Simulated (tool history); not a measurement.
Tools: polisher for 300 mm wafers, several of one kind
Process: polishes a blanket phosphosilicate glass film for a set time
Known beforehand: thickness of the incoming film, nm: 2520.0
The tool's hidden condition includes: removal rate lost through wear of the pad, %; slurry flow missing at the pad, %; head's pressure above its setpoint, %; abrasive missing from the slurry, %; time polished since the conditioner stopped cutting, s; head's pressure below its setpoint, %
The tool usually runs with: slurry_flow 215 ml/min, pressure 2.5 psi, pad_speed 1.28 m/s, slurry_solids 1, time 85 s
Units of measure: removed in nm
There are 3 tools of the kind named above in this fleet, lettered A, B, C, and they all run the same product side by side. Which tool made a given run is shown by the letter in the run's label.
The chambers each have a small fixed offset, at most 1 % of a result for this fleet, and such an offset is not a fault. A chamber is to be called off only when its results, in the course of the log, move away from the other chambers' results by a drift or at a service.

run,hour,slurry_flow,pressure,pad_speed,slurry_solids,time,wafers polished on this pad,hours since the slurry nozzle was cleaned,hours since the head pressure was calibrated,hours since the slurry blender was calibrated,hours since the conditioning disc was replaced,removed
1A,6.3,215,2.5,1.28,1,85,231,613,228.6,205.3,548.7,790.41
# hour 6.5: chamber B: worn pad replaced by a new one
2B,16.9,215,2.5,1.28,1,85,130,199.8,370.2,60.6,131.2,785.33
# hour 19: chamber A: slurry blender recalibrated
3C,23.8,215,2.5,1.28,1,85,1479,427.5,843.4,101.9,464.9,781.15
# hour 26.6: chamber A: worn pad replaced by a new one
# hour 28.2: chamber C: worn pad replaced by a new one
4C,34.5,215,2.5,1.28,1,85,79,438.2,854.1,112.6,475.6,778.37
5A,43.8,215,2.5,1.28,1,85,215,650.5,266.1,24.9,586.2,786.92
6B,53.2,215,2.5,0.94,1,85,584,236.1,406.5,96.9,167.5,615.36
# hour 62.7: chamber B: slurry nozzle cleaned
# hour 64.5: chamber B: worn pad replaced by a new one
7B,64.5,215,2.5,0.94,1,85,0,1.8,417.8,108.2,178.8,617.77
# hour 65.5: chamber C: head pressure recalibrated
# hour 67.1: chamber C: conditioning disc replaced and pad reconditioned
# hour 68.6: chamber A: worn pad replaced by a new one
8C,73.6,215,2.5,0.94,1,85,567,477.3,8.1,151.7,6.5,563.79
# hour 75.2: chamber B: conditioning disc replaced and pad reconditioned
# hour 76.2: chamber C: slurry blender recalibrated
# hour 76.3: chamber A: conditioning disc replaced and pad reconditioned
9A,79.2,215,2.5,1.28,1,85,132,685.9,301.5,60.3,2.9,771.56
10B,88.2,215,2.5,1.28,1,85,296,25.5,441.5,131.9,13,794.72
11C,96.1,215,2.5,1.28,1,85,848,499.8,30.6,19.9,29,727.38
12A,103.7,215,2.5,1.28,1,85,439,710.4,326,84.8,27.4,800.62
# hour 104.8: chamber B: slurry blender recalibrated
13B,109.6,215,2.5,1.28,1.1,85,564,46.9,462.9,4.9,34.4,827.56
# hour 111.1: chamber A: worn pad replaced by a new one
14C,117.5,215,2.5,1.28,1.1,85,1116,521.2,52,41.3,50.4,752.64
# hour 119.2: chamber B: worn pad replaced by a new one
15A,125.2,215,2.5,1.28,1.1,85,176,731.9,347.5,106.3,48.9,826.12
# hour 131.1: chamber C: worn pad replaced by a new one
16A,132.9,215,2.5,1.28,1,85,272,739.6,355.2,114,56.6,791.39
17B,139.4,215,2.5,1.28,1,85,252,76.7,492.7,34.7,64.2,788.36
18C,148.6,215,2.5,1.28,1,85,218,552.3,83.1,72.4,81.5,742.65
19B,156.5,215,3.2,1.28,1,57,466,93.8,509.8,51.8,81.3,679.98
# hour 158.6: chamber A: worn pad replaced by a new one
20A,162.8,215,3.2,1.28,1,57,52,769.5,385.1,143.9,86.5,681.58
21C,170.9,215,3.2,1.28,1,57,497,574.6,105.4,94.7,103.8,633.97
22A,178.4,215,2.5,1.28,1,85,247,785.1,400.7,159.5,102.1,788.8

The same settings go to every chamber for the next run, one line per chamber below. Forecast the results for each:
23A,186.5,215,2.5,1.28,1,85,,,,,,?
23B,186.5,215,2.5,1.28,1,85,,,,,,?
23C,186.5,215,2.5,1.28,1,85,,,,,,?

run,removed
23A,780.61
23B,775.81
23C,726.82
